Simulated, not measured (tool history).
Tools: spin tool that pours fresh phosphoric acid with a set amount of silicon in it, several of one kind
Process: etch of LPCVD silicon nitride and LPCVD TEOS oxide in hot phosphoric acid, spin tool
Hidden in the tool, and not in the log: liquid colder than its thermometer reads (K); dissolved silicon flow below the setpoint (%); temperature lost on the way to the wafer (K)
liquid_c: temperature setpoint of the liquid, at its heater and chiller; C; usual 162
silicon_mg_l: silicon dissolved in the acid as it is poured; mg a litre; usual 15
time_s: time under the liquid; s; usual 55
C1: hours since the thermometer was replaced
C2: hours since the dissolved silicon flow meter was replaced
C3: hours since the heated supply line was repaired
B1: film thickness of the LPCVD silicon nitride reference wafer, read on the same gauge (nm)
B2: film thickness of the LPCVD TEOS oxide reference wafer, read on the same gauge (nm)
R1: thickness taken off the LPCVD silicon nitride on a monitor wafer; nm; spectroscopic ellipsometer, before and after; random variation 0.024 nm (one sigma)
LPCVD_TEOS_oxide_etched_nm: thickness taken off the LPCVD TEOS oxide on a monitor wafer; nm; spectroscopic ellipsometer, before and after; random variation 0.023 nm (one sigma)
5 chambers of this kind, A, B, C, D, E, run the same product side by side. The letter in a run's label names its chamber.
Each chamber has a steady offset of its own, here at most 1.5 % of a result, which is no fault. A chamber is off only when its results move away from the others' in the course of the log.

run 1A hour=8.3 | liquid_c=162 silicon_mg_l=15 time_s=55 | C1=2086.1 C2=1719.3 C3=2121.9 | B1=150 B2=140.02 | R1=4.9973 LPCVD_TEOS_oxide_etched_nm=0.19796
run 2B hour=22.1 | liquid_c=162 silicon_mg_l=15 time_s=55 | C1=1191.6 C2=494.7 C3=801.7 | B1=149.99 B2=139.99 | R1=4.9134 LPCVD_TEOS_oxide_etched_nm=0.23298
run 3C hour=36.2 | liquid_c=162 silicon_mg_l=15 time_s=55 | C1=1767.6 C2=677.6 C3=639.1 | B1=150.01 B2=140.02 | R1=4.8631 LPCVD_TEOS_oxide_etched_nm=0.1863
run 4D hour=50.6 | liquid_c=162 silicon_mg_l=15 time_s=55 | C1=3046.3 C2=594.6 C3=3209.5 | B1=150.01 B2=139.99 | R1=4.9067 LPCVD_TEOS_oxide_etched_nm=0.25038
run 5E hour=58.2 | liquid_c=162 silicon_mg_l=15 time_s=55 | C1=1770.3 C2=390.8 C3=1287.6 | B1=150 B2=139.99 | R1=4.9613 LPCVD_TEOS_oxide_etched_nm=0.20464
run 6D hour=65.3 | liquid_c=162 silicon_mg_l=15 time_s=55 | C1=3061 C2=609.3 C3=3224.2 | B1=150 B2=140 | R1=4.8916 LPCVD_TEOS_oxide_etched_nm=0.25238
run 7B hour=73.9 | liquid_c=162 silicon_mg_l=15 time_s=55 | C1=1243.4 C2=546.5 C3=853.5 | B1=150 B2=140.01 | R1=4.9372 LPCVD_TEOS_oxide_etched_nm=0.24288
run 8E hour=84.4 | liquid_c=162 silicon_mg_l=15 time_s=55 | C1=1796.5 C2=417 C3=1313.8 | B1=150.01 B2=140 | R1=4.928 LPCVD_TEOS_oxide_etched_nm=0.21068
run 9A hour=91.4 | liquid_c=162 silicon_mg_l=15 time_s=55 | C1=2169.2 C2=1802.4 C3=2205 | B1=150 B2=139.99 | R1=4.9859 LPCVD_TEOS_oxide_etched_nm=0.24596
-- hour=93 chamber D: thermometer replaced
run 10C hour=101.5 | liquid_c=161 silicon_mg_l=25.5 time_s=55 | C1=1832.9 C2=742.9 C3=704.4 | B1=149.99 B2=140.02 | R1=4.6628 LPCVD_TEOS_oxide_etched_nm=0.14312
run 11E hour=114 | liquid_c=161 silicon_mg_l=25.5 time_s=55 | C1=1826.1 C2=446.6 C3=1343.4 | B1=149.98 B2=140.02 | R1=4.7792 LPCVD_TEOS_oxide_etched_nm=0.16118
run 12C hour=126.4 | liquid_c=161 silicon_mg_l=25.5 time_s=55 | C1=1857.8 C2=767.8 C3=729.3 | B1=150.01 B2=140.02 | R1=4.6998 LPCVD_TEOS_oxide_etched_nm=0.14146
run 13B hour=138.6 | liquid_c=161 silicon_mg_l=25.5 time_s=55 | C1=1308.1 C2=611.2 C3=918.2 | B1=149.99 B2=139.99 | R1=4.731 LPCVD_TEOS_oxide_etched_nm=0.14593
run 14A hour=150.9 | liquid_c=161 silicon_mg_l=25.5 time_s=55 | C1=2228.7 C2=1861.9 C3=2264.5 | B1=149.99 B2=140 | R1=4.7795 LPCVD_TEOS_oxide_etched_nm=0.13274
run 15D hour=157.9 | liquid_c=162 silicon_mg_l=15 time_s=45 | C1=64.9 C2=701.9 C3=3316.8 | B1=150 B2=139.99 | R1=3.9703 LPCVD_TEOS_oxide_etched_nm=0.22702
-- hour=162.1 chamber B: heated supply line repaired
run 16A hour=168.5 | liquid_c=162 silicon_mg_l=15 time_s=45 | C1=2246.3 C2=1879.5 C3=2282.1 | B1=149.99 B2=139.99 | R1=4.0274 LPCVD_TEOS_oxide_etched_nm=0.23289
run 17B hour=183.1 | liquid_c=162 silicon_mg_l=15 time_s=45 | C1=1352.6 C2=655.7 C3=21.1 | B1=149.99 B2=140.03 | R1=4.0479 LPCVD_TEOS_oxide_etched_nm=0.23401
run 18E hour=197.9 | liquid_c=162 silicon_mg_l=15 time_s=45 | C1=1910 C2=530.5 C3=1427.3 | B1=150.01 B2=139.98 | R1=4.0772 LPCVD_TEOS_oxide_etched_nm=0.20548
run 19C hour=210 | liquid_c=162 silicon_mg_l=15 time_s=45 | C1=1941.4 C2=851.4 C3=812.9 | B1=150.01 B2=140 | R1=3.973 LPCVD_TEOS_oxide_etched_nm=0.15796
-- hour=210.1 chamber A: dissolved silicon flow meter replaced
run 20D hour=223 | liquid_c=162 silicon_mg_l=15 time_s=55 | C1=130 C2=767 C3=3381.9 | B1=149.98 B2=140.03 | R1=4.8886 LPCVD_TEOS_oxide_etched_nm=0.22257
-- hour=224.5 chamber D: heated supply line repaired
run 21E hour=237.3 | liquid_c=162 silicon_mg_l=15 time_s=55 | C1=1949.4 C2=569.9 C3=1466.7 | B1=150 B2=140 | R1=4.9932 LPCVD_TEOS_oxide_etched_nm=0.18717
-- hour=251.8 chamber E: dissolved silicon flow meter replaced
run 22A hour=252.3 | liquid_c=162 silicon_mg_l=15 time_s=55 | C1=2330.1 C2=42.2 C3=2365.9 | B1=150 B2=139.96 | R1=4.8981 LPCVD_TEOS_oxide_etched_nm=0.19742
run 23D hour=263.2 | liquid_c=162 silicon_mg_l=15 time_s=80 | C1=170.2 C2=807.2 C3=38.7 | B1=150 B2=140 | R1=7.2249 LPCVD_TEOS_oxide_etched_nm=0.33129
run 24B hour=271.2 | liquid_c=162 silicon_mg_l=15 time_s=80 | C1=1440.7 C2=743.8 C3=109.2 | B1=149.98 B2=139.98 | R1=7.2292 LPCVD_TEOS_oxide_etched_nm=0.32332
run 25C hour=284.4 | liquid_c=162 silicon_mg_l=15 time_s=80 | C1=2015.8 C2=925.8 C3=887.3 | B1=150.01 B2=139.99 | R1=7.1013 LPCVD_TEOS_oxide_etched_nm=0.2995
run 26D hour=294 | liquid_c=162 silicon_mg_l=15 time_s=80 | C1=201 C2=838 C3=69.5 | B1=149.99 B2=140 | R1=7.129 LPCVD_TEOS_oxide_etched_nm=0.31159
-- hour=301.1 chamber A: thermometer replaced
run 27B hour=302.1 | liquid_c=162 silicon_mg_l=15 time_s=80 | C1=1471.6 C2=774.7 C3=140.1 | B1=150.01 B2=140 | R1=7.2053 LPCVD_TEOS_oxide_etched_nm=0.33756
run 28C hour=314.4 | liquid_c=162 silicon_mg_l=15 time_s=55 | C1=2045.8 C2=955.8 C3=917.3 | B1=150.03 B2=140 | R1=4.8582 LPCVD_TEOS_oxide_etched_nm=0.2525
run 29A hour=328 | liquid_c=162 silicon_mg_l=15 time_s=55 | C1=27 C2=117.9 C3=2441.6 | B1=150 B2=139.98 | R1=4.952 LPCVD_TEOS_oxide_etched_nm=0.2296
run 30E hour=336.4 | liquid_c=162 silicon_mg_l=15 time_s=55 | C1=2048.5 C2=84.7 C3=1565.8 | B1=150 B2=139.99 | R1=4.9832 LPCVD_TEOS_oxide_etched_nm=0.23194
run 31A hour=343.6 | liquid_c=162 silicon_mg_l=15 time_s=55 | C1=42.6 C2=133.5 C3=2457.2 | B1=150 B2=140 | R1=4.9888 LPCVD_TEOS_oxide_etched_nm=0.20253
run 32D hour=357.5 | liquid_c=163 silicon_mg_l=23 time_s=55 | C1=264.5 C2=901.5 C3=133 | B1=150 B2=140 | R1=5.0838 LPCVD_TEOS_oxide_etched_nm=0.20617
run 33C hour=364.6 | liquid_c=163 silicon_mg_l=23 time_s=55 | C1=2096 C2=1006 C3=967.5 | B1=149.99 B2=140.02 | R1=5.0296 LPCVD_TEOS_oxide_etched_nm=0.22915
run 34E hour=373.1 | liquid_c=163 silicon_mg_l=23 time_s=55 | C1=2085.2 C2=121.4 C3=1602.5 | B1=150.02 B2=140.01 | R1=5.1254 LPCVD_TEOS_oxide_etched_nm=0.19805
run 35B hour=386 | liquid_c=163 silicon_mg_l=23 time_s=55 | C1=1555.5 C2=858.6 C3=224 | B1=149.99 B2=139.99 | R1=5.0995 LPCVD_TEOS_oxide_etched_nm=0.20633
run 36B hour=399.3 | liquid_c=163 silicon_mg_l=23 time_s=55 | C1=1568.8 C2=871.9 C3=237.3 | B1=150 B2=140 | R1=5.0796 LPCVD_TEOS_oxide_etched_nm=0.15112
run 37E hour=412.2 | liquid_c=162 silicon_mg_l=15 time_s=55 | C1=2124.3 C2=160.5 C3=1641.6 | B1=149.99 B2=140 | R1=4.9834 LPCVD_TEOS_oxide_etched_nm=0.20819
run 38C hour=423.8 | liquid_c=162 silicon_mg_l=15 time_s=55 | C1=2155.2 C2=1065.2 C3=1026.7 | B1=150.01 B2=140 | R1=4.8785 LPCVD_TEOS_oxide_etched_nm=0.25655
run 39A hour=436.3 | liquid_c=162 silicon_mg_l=15 time_s=55 | C1=135.3 C2=226.2 C3=2549.9 | B1=150.01 B2=139.99 | R1=4.9676 LPCVD_TEOS_oxide_etched_nm=0.23293
run 40D hour=447.8 | liquid_c=162 silicon_mg_l=15 time_s=55 | C1=354.8 C2=991.8 C3=223.3 | B1=150.01 B2=140.01 | R1=4.9227 LPCVD_TEOS_oxide_etched_nm=0.2551

Is one chamber off against the others, does the gauge drift, or is nothing wrong? If a chamber is off, say which, and what the likeliest cause is.

No chamber stands off beyond its own small offset, and the gauge holds steady.
